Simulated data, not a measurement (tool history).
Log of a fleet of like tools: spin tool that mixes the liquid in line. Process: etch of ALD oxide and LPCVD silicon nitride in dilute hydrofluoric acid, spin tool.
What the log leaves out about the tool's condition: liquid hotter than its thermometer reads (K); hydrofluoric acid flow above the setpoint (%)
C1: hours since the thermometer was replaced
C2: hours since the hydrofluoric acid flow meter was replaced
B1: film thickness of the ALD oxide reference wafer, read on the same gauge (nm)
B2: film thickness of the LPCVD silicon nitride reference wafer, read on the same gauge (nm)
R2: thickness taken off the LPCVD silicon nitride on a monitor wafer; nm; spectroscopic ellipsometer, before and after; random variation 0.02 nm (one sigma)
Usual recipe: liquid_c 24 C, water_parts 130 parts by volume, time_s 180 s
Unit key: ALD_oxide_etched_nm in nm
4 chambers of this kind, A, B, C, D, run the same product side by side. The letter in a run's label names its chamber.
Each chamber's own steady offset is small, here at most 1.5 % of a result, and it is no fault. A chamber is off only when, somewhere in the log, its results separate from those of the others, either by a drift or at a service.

{"run": "1B", "hour": 3.1, "liquid_c": 24, "water_parts": 130, "time_s": 180, "C1": 628.5, "C2": 390.2, "B1": 89.988, "B2": 50.009, "ALD_oxide_etched_nm": 20.498, "R2": 0.61592}
{"run": "2D", "hour": 9.1, "liquid_c": 24, "water_parts": 130, "time_s": 180, "C1": 194.6, "C2": 342.2, "B1": 89.992, "B2": 49.957, "ALD_oxide_etched_nm": 20.097, "R2": 0.61388}
{"run": "3A", "hour": 14.5, "liquid_c": 24, "water_parts": 130, "time_s": 180, "C1": 430.4, "C2": 1298.1, "B1": 90.012, "B2": 49.989, "ALD_oxide_etched_nm": 19.941, "R2": 0.62634}
{"run": "4C", "hour": 18.5, "liquid_c": 24, "water_parts": 130, "time_s": 180, "C1": 1046.9, "C2": 742.3, "B1": 90.003, "B2": 50.007, "ALD_oxide_etched_nm": 20.061, "R2": 0.62419}
{"run": "5C", "hour": 23.1, "liquid_c": 24, "water_parts": 130, "time_s": 180, "C1": 1051.5, "C2": 746.9, "B1": 89.976, "B2": 49.998, "ALD_oxide_etched_nm": 20.2, "R2": 0.62624}
{"run": "6A", "hour": 27.6, "liquid_c": 24, "water_parts": 150, "time_s": 180, "C1": 443.5, "C2": 1311.2, "B1": 89.997, "B2": 50.02, "ALD_oxide_etched_nm": 16.989, "R2": 0.52711}
{"run": "7B", "hour": 30.6, "liquid_c": 24, "water_parts": 150, "time_s": 180, "C1": 656, "C2": 417.7, "B1": 89.973, "B2": 50.011, "ALD_oxide_etched_nm": 17.283, "R2": 0.51426}
{"run": "8D", "hour": 33.7, "liquid_c": 24, "water_parts": 150, "time_s": 180, "C1": 219.2, "C2": 366.8, "B1": 89.994, "B2": 50.035, "ALD_oxide_etched_nm": 17.043, "R2": 0.51319}
{"run": "9A", "hour": 39.6, "liquid_c": 24, "water_parts": 150, "time_s": 180, "C1": 455.5, "C2": 1323.2, "B1": 90.014, "B2": 49.979, "ALD_oxide_etched_nm": 16.954, "R2": 0.52475}
{"run": "10B", "hour": 44.0, "liquid_c": 24, "water_parts": 130, "time_s": 180, "C1": 669.4, "C2": 431.1, "B1": 90.001, "B2": 49.97, "ALD_oxide_etched_nm": 20.024, "R2": 0.59504}
{"run": "11D", "hour": 47.5, "liquid_c": 24, "water_parts": 130, "time_s": 180, "C1": 233, "C2": 380.6, "B1": 90.024, "B2": 50.021, "ALD_oxide_etched_nm": 20.106, "R2": 0.57261}
{"run": "12C", "hour": 51.7, "liquid_c": 24, "water_parts": 130, "time_s": 180, "C1": 1080.1, "C2": 775.5, "B1": 89.997, "B2": 50.006, "ALD_oxide_etched_nm": 20.909, "R2": 0.64954}
{"run": "13B", "hour": 57.3, "liquid_c": 24, "water_parts": 130, "time_s": 180, "C1": 682.7, "C2": 444.4, "B1": 89.971, "B2": 49.989, "ALD_oxide_etched_nm": 20.181, "R2": 0.60249}
{"run": "14A", "hour": 62.9, "liquid_c": 24, "water_parts": 130, "time_s": 180, "C1": 478.8, "C2": 1346.5, "B1": 89.993, "B2": 50.004, "ALD_oxide_etched_nm": 20.012, "R2": 0.64657}
{"run": "15D", "hour": 65.6, "liquid_c": 24, "water_parts": 130, "time_s": 180, "C1": 251.1, "C2": 398.7, "B1": 89.996, "B2": 50.018, "ALD_oxide_etched_nm": 20.111, "R2": 0.61477}
{"run": "16C", "hour": 68.2, "liquid_c": 28, "water_parts": 85, "time_s": 180, "C1": 1096.6, "C2": 792, "B1": 89.989, "B2": 50.013, "ALD_oxide_etched_nm": 40.081, "R2": 1.2573}
{"run": "17B", "hour": 72.0, "liquid_c": 28, "water_parts": 85, "time_s": 180, "C1": 697.4, "C2": 459.1, "B1": 89.991, "B2": 50.018, "ALD_oxide_etched_nm": 38.722, "R2": 1.2601}
{"run": "18A", "hour": 75.1, "liquid_c": 28, "water_parts": 85, "time_s": 180, "C1": 491, "C2": 1358.7, "B1": 90.005, "B2": 49.963, "ALD_oxide_etched_nm": 38.687, "R2": 1.1958}
{"run": "19D", "hour": 79.3, "liquid_c": 28, "water_parts": 85, "time_s": 180, "C1": 264.8, "C2": 412.4, "B1": 90.013, "B2": 49.996, "ALD_oxide_etched_nm": 37.746, "R2": 1.1523}
{"run": "20C", "hour": 82.0, "liquid_c": 24, "water_parts": 160, "time_s": 215, "C1": 1110.4, "C2": 805.8, "B1": 90.007, "B2": 49.992, "ALD_oxide_etched_nm": 19.929, "R2": 0.66639}
{"run": "21B", "hour": 86.5, "liquid_c": 24, "water_parts": 160, "time_s": 215, "C1": 711.9, "C2": 473.6, "B1": 90.005, "B2": 49.981, "ALD_oxide_etched_nm": 19.392, "R2": 0.59139}
{"run": "22A", "hour": 89.3, "liquid_c": 24, "water_parts": 160, "time_s": 215, "C1": 505.2, "C2": 1372.9, "B1": 90.014, "B2": 50.009, "ALD_oxide_etched_nm": 18.945, "R2": 0.62301}
{"run": "23D", "hour": 93.1, "liquid_c": 24, "water_parts": 160, "time_s": 215, "C1": 278.6, "C2": 426.2, "B1": 90.001, "B2": 49.981, "ALD_oxide_etched_nm": 18.704, "R2": 0.59645}
{"run": "24C", "hour": 95.9, "liquid_c": 24, "water_parts": 130, "time_s": 180, "C1": 1124.3, "C2": 819.7, "B1": 90.001, "B2": 49.958, "ALD_oxide_etched_nm": 21.426, "R2": 0.6557}
{"run": "25D", "hour": 100.4, "liquid_c": 24, "water_parts": 130, "time_s": 180, "C1": 285.9, "C2": 433.5, "B1": 89.998, "B2": 49.983, "ALD_oxide_etched_nm": 20.108, "R2": 0.57646}
{"run": "26B", "hour": 103.2, "liquid_c": 24, "water_parts": 130, "time_s": 180, "C1": 728.6, "C2": 490.3, "B1": 89.975, "B2": 49.987, "ALD_oxide_etched_nm": 20.157, "R2": 0.62021}
{"run": "27A", "hour": 106.7, "liquid_c": 24, "water_parts": 130, "time_s": 180, "C1": 522.6, "C2": 1390.3, "B1": 90.011, "B2": 49.992, "ALD_oxide_etched_nm": 20.404, "R2": 0.62348}
{"run": "28C", "hour": 109.9, "liquid_c": 24, "water_parts": 130, "time_s": 180, "C1": 1138.3, "C2": 833.7, "B1": 89.995, "B2": 50, "ALD_oxide_etched_nm": 22.177, "R2": 0.64883}
{"hour": 110.2, "done": "chamber A: hydrofluoric acid flow meter replaced"}
{"hour": 112.2, "done": "chamber A: thermometer replaced"}
{"run": "29C", "hour": 112.9, "liquid_c": 24, "water_parts": 130, "time_s": 180, "C1": 1141.3, "C2": 836.7, "B1": 89.988, "B2": 50.033, "ALD_oxide_etched_nm": 22.327, "R2": 0.64767}
{"run": "30B", "hour": 118.8, "liquid_c": 24, "water_parts": 130, "time_s": 180, "C1": 744.2, "C2": 505.9, "B1": 90.013, "B2": 49.96, "ALD_oxide_etched_nm": 20.64, "R2": 0.61479}
{"run": "31D", "hour": 122.2, "liquid_c": 24, "water_parts": 130, "time_s": 180, "C1": 307.7, "C2": 455.3, "B1": 89.986, "B2": 49.972, "ALD_oxide_etched_nm": 20.047, "R2": 0.61053}
{"run": "32A", "hour": 126.2, "liquid_c": 24, "water_parts": 130, "time_s": 180, "C1": 14.1, "C2": 16.1, "B1": 90.006, "B2": 49.998, "ALD_oxide_etched_nm": 19.577, "R2": 0.60978}
{"run": "33D", "hour": 130.2, "liquid_c": 24, "water_parts": 130, "time_s": 180, "C1": 315.7, "C2": 463.3, "B1": 90.045, "B2": 49.992, "ALD_oxide_etched_nm": 19.771, "R2": 0.57039}
{"run": "34A", "hour": 135.8, "liquid_c": 24, "water_parts": 130, "time_s": 180, "C1": 23.7, "C2": 25.7, "B1": 90.007, "B2": 49.987, "ALD_oxide_etched_nm": 19.886, "R2": 0.6111}

Has any chamber moved away from the others, gradually or after a service, or does the common gauge drift, or do the chambers differ only by their own small steady offsets? State the chamber and the most likely cause if one applies.

It is chamber C that slowly wanders off from its peers.
What lies behind it: hydrofluoric acid flow above the setpoint (%) = 10.5.

Here are 4 candidates for chamber C's next run, each the usual settings with a change, their results left as question marks. Which one brings its results back in line with what the others give on the usual settings?
To be in line, a result may differ from the other chambers' mean on the usual settings by at most: ALD_oxide_etched_nm 0.7 nm; R2 0.071 nm
{"run": "35C-1", "hour": 140.1, "liquid_c": 24.5, "water_parts": 145, "time_s": 165, "ALD_oxide_etched_nm": "?", "R2": "?"}
{"run": "35C-2", "hour": 140.1, "liquid_c": 23.5, "water_parts": 115, "time_s": 190, "ALD_oxide_etched_nm": "?", "R2": "?"}
{"run": "35C-3", "hour": 140.1, "liquid_c": 23.5, "water_parts": 120, "time_s": 190, "ALD_oxide_etched_nm": "?", "R2": "?"}
{"run": "35C-4", "hour": 140.1, "liquid_c": 24.5, "water_parts": 140, "time_s": 170, "ALD_oxide_etched_nm": "?", "R2": "?"}

On the usual settings, the other chambers give on average: ALD_oxide_etched_nm 20.162 nm; R2 0.61136 nm
run=35C-1 ALD_oxide_etched_nm=18.724 R2=0.56597
run=35C-2 ALD_oxide_etched_nm=27.106 R2=0.76988
run=35C-3 ALD_oxide_etched_nm=25.816 R2=0.73772
run=35C-4 ALD_oxide_etched_nm=20.1 R2=0.60403
35C-4 brings the chamber back in line.
